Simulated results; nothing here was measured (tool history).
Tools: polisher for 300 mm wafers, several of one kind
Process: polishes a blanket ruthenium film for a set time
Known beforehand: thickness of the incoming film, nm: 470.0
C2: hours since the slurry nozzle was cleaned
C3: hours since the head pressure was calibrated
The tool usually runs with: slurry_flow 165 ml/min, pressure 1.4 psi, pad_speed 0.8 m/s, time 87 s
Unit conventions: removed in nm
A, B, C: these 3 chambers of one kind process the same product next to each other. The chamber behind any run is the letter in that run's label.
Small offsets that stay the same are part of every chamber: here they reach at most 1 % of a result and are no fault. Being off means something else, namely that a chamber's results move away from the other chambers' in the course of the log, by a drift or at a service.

{"run": "1C", "hour": 6.9, "slurry_flow": 165, "pressure": 1.4, "pad_speed": 0.8, "time": 87, "wafers polished on this pad": 308, "C2": 54.3, "C3": 461.3, "removed": 58.81}
{"run": "2A", "hour": 13.3, "slurry_flow": 165, "pressure": 1.4, "pad_speed": 0.8, "time": 87, "wafers polished on this pad": 407, "C2": 138, "C3": 105.6, "removed": 60.04}
{"run": "3B", "hour": 19.8, "slurry_flow": 165, "pressure": 1.4, "pad_speed": 0.8, "time": 87, "wafers polished on this pad": 699, "C2": 63.8, "C3": 1005.5, "removed": 59.578}
{"run": "4A", "hour": 28.0, "slurry_flow": 165, "pressure": 1.4, "pad_speed": 0.8, "time": 87, "wafers polished on this pad": 565, "C2": 152.7, "C3": 120.3, "removed": 59.315}
{"hour": 32.6, "done": "chamber A: worn pad replaced by a new one"}
{"run": "5C", "hour": 34.9, "slurry_flow": 165, "pressure": 1.4, "pad_speed": 0.8, "time": 87, "wafers polished on this pad": 610, "C2": 82.3, "C3": 489.3, "removed": 58.191}
{"run": "6B", "hour": 38.6, "slurry_flow": 165, "pressure": 1.4, "pad_speed": 0.8, "time": 87, "wafers polished on this pad": 901, "C2": 82.6, "C3": 1024.3, "removed": 58.128}
{"run": "7C", "hour": 42.1, "slurry_flow": 165, "pressure": 1.4, "pad_speed": 0.66, "time": 74, "wafers polished on this pad": 687, "C2": 89.5, "C3": 496.5, "removed": 41.316}
{"run": "8B", "hour": 48.8, "slurry_flow": 165, "pressure": 1.4, "pad_speed": 0.66, "time": 74, "wafers polished on this pad": 1011, "C2": 92.8, "C3": 1034.5, "removed": 41.239}
{"hour": 51.6, "done": "chamber B: worn pad replaced by a new one"}
{"run": "9A", "hour": 53.9, "slurry_flow": 165, "pressure": 1.4, "pad_speed": 0.66, "time": 74, "wafers polished on this pad": 229, "C2": 178.6, "C3": 146.2, "removed": 41.91}
{"run": "10B", "hour": 58.5, "slurry_flow": 165, "pressure": 1.4, "pad_speed": 0.8, "time": 87, "wafers polished on this pad": 75, "C2": 102.5, "C3": 1044.2, "removed": 59.949}
{"run": "11C", "hour": 64.0, "slurry_flow": 110, "pressure": 1.2, "pad_speed": 0.8, "time": 87, "wafers polished on this pad": 923, "C2": 111.4, "C3": 518.4, "removed": 45.647}
{"hour": 67.0, "done": "chamber C: worn pad replaced by a new one"}
{"run": "12A", "hour": 69.3, "slurry_flow": 110, "pressure": 1.2, "pad_speed": 0.8, "time": 87, "wafers polished on this pad": 395, "C2": 194, "C3": 161.6, "removed": 47.335}
{"run": "13A", "hour": 73.0, "slurry_flow": 110, "pressure": 1.2, "pad_speed": 0.8, "time": 87, "wafers polished on this pad": 435, "C2": 197.7, "C3": 165.3, "removed": 47.132}
{"run": "14B", "hour": 77.7, "slurry_flow": 165, "pressure": 1.4, "pad_speed": 0.8, "time": 75, "wafers polished on this pad": 281, "C2": 121.7, "C3": 1063.4, "removed": 50.599}
{"run": "15C", "hour": 83.9, "slurry_flow": 165, "pressure": 1.4, "pad_speed": 0.8, "time": 75, "wafers polished on this pad": 182, "C2": 131.3, "C3": 538.3, "removed": 50.11}
{"run": "16C", "hour": 90.6, "slurry_flow": 165, "pressure": 1.4, "pad_speed": 0.8, "time": 75, "wafers polished on this pad": 254, "C2": 138, "C3": 545, "removed": 50.187}
{"run": "17A", "hour": 97.3, "slurry_flow": 165, "pressure": 1.4, "pad_speed": 0.8, "time": 87, "wafers polished on this pad": 697, "C2": 222, "C3": 189.6, "removed": 59.625}
{"hour": 101.1, "done": "chamber A: worn pad replaced by a new one"}
{"run": "18B", "hour": 102.7, "slurry_flow": 165, "pressure": 1.4, "pad_speed": 0.8, "time": 87, "wafers polished on this pad": 551, "C2": 146.7, "C3": 1088.4, "removed": 59.517}
{"run": "19B", "hour": 108.8, "slurry_flow": 165, "pressure": 1.4, "pad_speed": 0.8, "time": 87, "wafers polished on this pad": 617, "C2": 152.8, "C3": 1094.5, "removed": 60.197}
{"run": "20C", "hour": 113.4, "slurry_flow": 165, "pressure": 1.4, "pad_speed": 0.8, "time": 87, "wafers polished on this pad": 500, "C2": 160.8, "C3": 567.8, "removed": 57.956}
{"run": "21A", "hour": 118.0, "slurry_flow": 165, "pressure": 1.4, "pad_speed": 0.8, "time": 87, "wafers polished on this pad": 182, "C2": 242.7, "C3": 210.3, "removed": 60.006}
{"run": "22C", "hour": 124.2, "slurry_flow": 165, "pressure": 1.4, "pad_speed": 0.8, "time": 87, "wafers polished on this pad": 616, "C2": 171.6, "C3": 578.6, "removed": 57.528}
{"run": "23A", "hour": 128.5, "slurry_flow": 165, "pressure": 1.4, "pad_speed": 0.8, "time": 87, "wafers polished on this pad": 295, "C2": 253.2, "C3": 220.8, "removed": 59.842}
{"run": "24B", "hour": 133.9, "slurry_flow": 165, "pressure": 1.4, "pad_speed": 0.8, "time": 87, "wafers polished on this pad": 887, "C2": 177.9, "C3": 1119.6, "removed": 58.493}
{"run": "25A", "hour": 141.7, "slurry_flow": 165, "pressure": 1.4, "pad_speed": 1, "time": 76, "wafers polished on this pad": 437, "C2": 266.4, "C3": 234, "removed": 65.619}
{"hour": 145.0, "done": "chamber C: worn pad replaced by a new one"}
{"run": "26B", "hour": 148.3, "slurry_flow": 165, "pressure": 1.4, "pad_speed": 1, "time": 76, "wafers polished on this pad": 1042, "C2": 192.3, "C3": 1134, "removed": 63.904}
{"hour": 150.1, "done": "chamber B: worn pad replaced by a new one"}
{"run": "27C", "hour": 153.0, "slurry_flow": 165, "pressure": 1.4, "pad_speed": 1, "time": 76, "wafers polished on this pad": 87, "C2": 200.4, "C3": 607.4, "removed": 63.907}
{"run": "28A", "hour": 157.1, "slurry_flow": 165, "pressure": 1.4, "pad_speed": 0.8, "time": 87, "wafers polished on this pad": 603, "C2": 281.8, "C3": 249.4, "removed": 58.938}
{"hour": 159.5, "done": "chamber A: worn pad replaced by a new one"}
{"run": "29B", "hour": 163.0, "slurry_flow": 165, "pressure": 1.4, "pad_speed": 0.8, "time": 87, "wafers polished on this pad": 139, "C2": 207, "C3": 1148.7, "removed": 59.66}
{"run": "30C", "hour": 169.8, "slurry_flow": 165, "pressure": 1.7, "pad_speed": 0.8, "time": 60, "wafers polished on this pad": 268, "C2": 217.2, "C3": 624.2, "removed": 49.385}
{"run": "31B", "hour": 175.2, "slurry_flow": 165, "pressure": 1.7, "pad_speed": 0.8, "time": 60, "wafers polished on this pad": 270, "C2": 219.2, "C3": 1160.9, "removed": 49.754}
{"run": "32A", "hour": 181.2, "slurry_flow": 165, "pressure": 1.7, "pad_speed": 0.8, "time": 60, "wafers polished on this pad": 233, "C2": 305.9, "C3": 273.5, "removed": 50.378}
{"hour": 186.6, "done": "chamber A: head pressure recalibrated"}
{"run": "33C", "hour": 186.7, "slurry_flow": 165, "pressure": 1.4, "pad_speed": 0.8, "time": 87, "wafers polished on this pad": 450, "C2": 234.1, "C3": 641.1, "removed": 59.071}
{"run": "34C", "hour": 191.3, "slurry_flow": 165, "pressure": 1.4, "pad_speed": 0.8, "time": 87, "wafers polished on this pad": 499, "C2": 238.7, "C3": 645.7, "removed": 58.816}
{"hour": 197.0, "done": "chamber C: head pressure recalibrated"}
{"run": "35A", "hour": 199.1, "slurry_flow": 165, "pressure": 1.4, "pad_speed": 0.8, "time": 87, "wafers polished on this pad": 426, "C2": 323.8, "C3": 12.5, "removed": 60.379}
{"run": "36B", "hour": 202.9, "slurry_flow": 165, "pressure": 1.4, "pad_speed": 0.8, "time": 87, "wafers polished on this pad": 569, "C2": 246.9, "C3": 1188.6, "removed": 58.167}
{"run": "37B", "hour": 210.5, "slurry_flow": 165, "pressure": 1.4, "pad_speed": 0.8, "time": 87, "wafers polished on this pad": 650, "C2": 254.5, "C3": 1196.2, "removed": 58.87}
{"hour": 218.0, "done": "chamber A: worn pad replaced by a new one"}
{"run": "38C", "hour": 218.1, "slurry_flow": 165, "pressure": 1.4, "pad_speed": 0.8, "time": 87, "wafers polished on this pad": 788, "C2": 265.5, "C3": 21.1, "removed": 58.168}
{"run": "39A", "hour": 222.5, "slurry_flow": 165, "pressure": 1.2, "pad_speed": 0.8, "time": 87, "wafers polished on this pad": 48, "C2": 347.2, "C3": 35.9, "removed": 50.603}
{"run": "40C", "hour": 226.6, "slurry_flow": 165, "pressure": 1.2, "pad_speed": 0.8, "time": 87, "wafers polished on this pad": 880, "C2": 274, "C3": 29.6, "removed": 50.49}
{"run": "41A", "hour": 230.4, "slurry_flow": 165, "pressure": 1.2, "pad_speed": 0.8, "time": 87, "wafers polished on this pad": 133, "C2": 355.1, "C3": 43.8, "removed": 50.282}

Predict what each chamber gives when all 3 of them run the settings below next.
{"run": "42A", "hour": 236.3, "slurry_flow": 165, "pressure": 1.4, "pad_speed": 0.8, "time": 87, "removed": "?"}
{"run": "42B", "hour": 236.3, "slurry_flow": 165, "pressure": 1.4, "pad_speed": 0.8, "time": 87, "removed": "?"}
{"run": "42C", "hour": 236.3, "slurry_flow": 165, "pressure": 1.4, "pad_speed": 0.8, "time": 87, "removed": "?"}

run=42A removed=59.06
run=42B removed=59.764
run=42C removed=57.256
